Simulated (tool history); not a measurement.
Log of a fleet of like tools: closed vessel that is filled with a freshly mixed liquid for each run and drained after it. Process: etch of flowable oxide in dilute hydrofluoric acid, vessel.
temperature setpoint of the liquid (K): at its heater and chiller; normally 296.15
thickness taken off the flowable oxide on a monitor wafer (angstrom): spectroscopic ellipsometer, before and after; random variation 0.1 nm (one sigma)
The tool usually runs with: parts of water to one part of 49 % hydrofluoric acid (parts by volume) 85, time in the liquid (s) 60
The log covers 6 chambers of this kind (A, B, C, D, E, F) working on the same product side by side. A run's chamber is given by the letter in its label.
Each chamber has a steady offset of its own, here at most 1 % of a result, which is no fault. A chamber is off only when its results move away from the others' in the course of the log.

run,hour,temperature setpoint of the liquid (K),parts of water to one part of 49 % hydrofluoric acid (parts by volume),time in the liquid (s),hours since the thermometer was replaced,hours since the hydrofluoric acid flow meter was replaced,"read-back film thickness of the flowable oxide reference wafer, read on the same gauge (nm)",thickness taken off the flowable oxide on a monitor wafer (angstrom)
1E,11.6,296.15,85,60,239.8,13.3,130.01,184.17
2D,19.7,296.15,85,60,1252.4,1337.6,130.00,181.91
3B,27.8,296.15,85,60,3205.9,153.8,130.00,181.30
4F,39.6,296.15,85,60,2145.3,66.5,130.00,186.06
5C,52.2,296.15,85,60,173.8,362.0,130.00,181.62
6A,64.1,296.15,85,60,280.8,1897.6,130.01,180.60
7B,75.3,296.15,85,60,3253.4,201.3,130.00,183.74
8D,84.4,296.15,85,60,1317.1,1402.3,130.00,180.22
9A,90.4,296.15,85,60,307.1,1923.9,130.00,181.13
10C,99.2,296.15,85,95,220.8,409.0,130.02,290.12
# hour 104.5: chamber B: thermometer replaced
11F,106.3,296.15,85,95,2212.0,133.2,130.00,291.01
12E,112.0,296.15,85,95,340.2,113.7,129.98,289.44
13F,119.1,296.15,85,95,2224.8,146.0,130.00,289.79
14D,130.4,296.15,85,95,1363.1,1448.3,130.00,284.13
15A,141.5,296.15,85,95,358.2,1975.0,129.99,287.22
16E,147.4,296.15,85,60,375.6,149.1,130.02,184.03
17C,155.2,296.15,85,60,276.8,465.0,129.98,183.28
18B,162.1,296.15,85,60,57.6,288.1,130.02,183.31
19F,172.3,296.15,85,60,2278.0,199.2,130.00,182.06
20A,184.7,296.15,85,60,401.4,2018.2,130.02,181.25
21D,197.7,296.15,85,60,1430.4,1515.6,129.99,181.37
22C,209.8,296.15,85,60,331.4,519.6,130.00,181.70
23B,220.7,296.15,85,60,116.2,346.7,130.01,183.57
24E,231.5,296.15,85,60,459.7,233.2,130.03,183.17
25B,244.5,296.15,85,60,140.0,370.5,130.02,183.36
26D,255.7,296.15,85,60,1488.4,1573.6,130.02,183.57
27A,266.6,296.15,85,60,483.3,2100.1,130.00,180.22
28F,278.0,296.15,85,60,2383.7,304.9,129.99,181.56
29E,290.4,296.15,85,60,518.6,292.1,130.00,184.45
30C,298.6,296.15,85,60,420.2,608.4,130.00,182.17
# hour 307.9: chamber C: hydrofluoric acid flow meter replaced
# hour 310.9: chamber D: hydrofluoric acid flow meter replaced
31D,311.2,293.15,50,60,1543.9,0.4,129.99,284.31
32B,319.0,293.15,50,60,214.5,445.0,130.01,284.49
33F,331.2,293.15,50,60,2436.9,358.1,130.00,287.45
34C,337.0,293.15,50,60,458.6,29.1,130.00,288.31
35A,344.1,293.15,50,60,560.8,2177.6,130.00,287.26
36E,354.7,293.15,50,60,582.9,356.4,130.02,292.18
# hour 355.5: chamber A: hydrofluoric acid flow meter replaced
37E,361.4,296.15,85,60,589.6,363.1,130.02,185.02
38C,373.0,296.15,85,60,494.6,65.1,130.00,183.05
39D,379.4,296.15,85,60,1612.1,68.6,130.01,182.46
40B,387.7,296.15,85,60,283.2,513.7,129.98,182.86
41F,393.5,296.15,85,60,2499.2,420.4,129.99,183.53
42A,403.9,296.15,85,60,620.6,48.4,130.00,181.52
43C,414.6,296.15,85,60,536.2,106.7,130.00,184.01

Next, all 6 chambers run the settings below, one line each with question marks for the results. What does each chamber give?
44A,424.0,296.15,85,60,,,,?
44B,424.0,296.15,85,60,,,,?
44C,424.0,296.15,85,60,,,,?
44D,424.0,296.15,85,60,,,,?
44E,424.0,296.15,85,60,,,,?
44F,424.0,296.15,85,60,,,,?

run,thickness taken off the flowable oxide on a monitor wafer (angstrom)
44A,182.38
44B,183.25
44C,179.53
44D,181.76
44E,183.04
44F,183.22
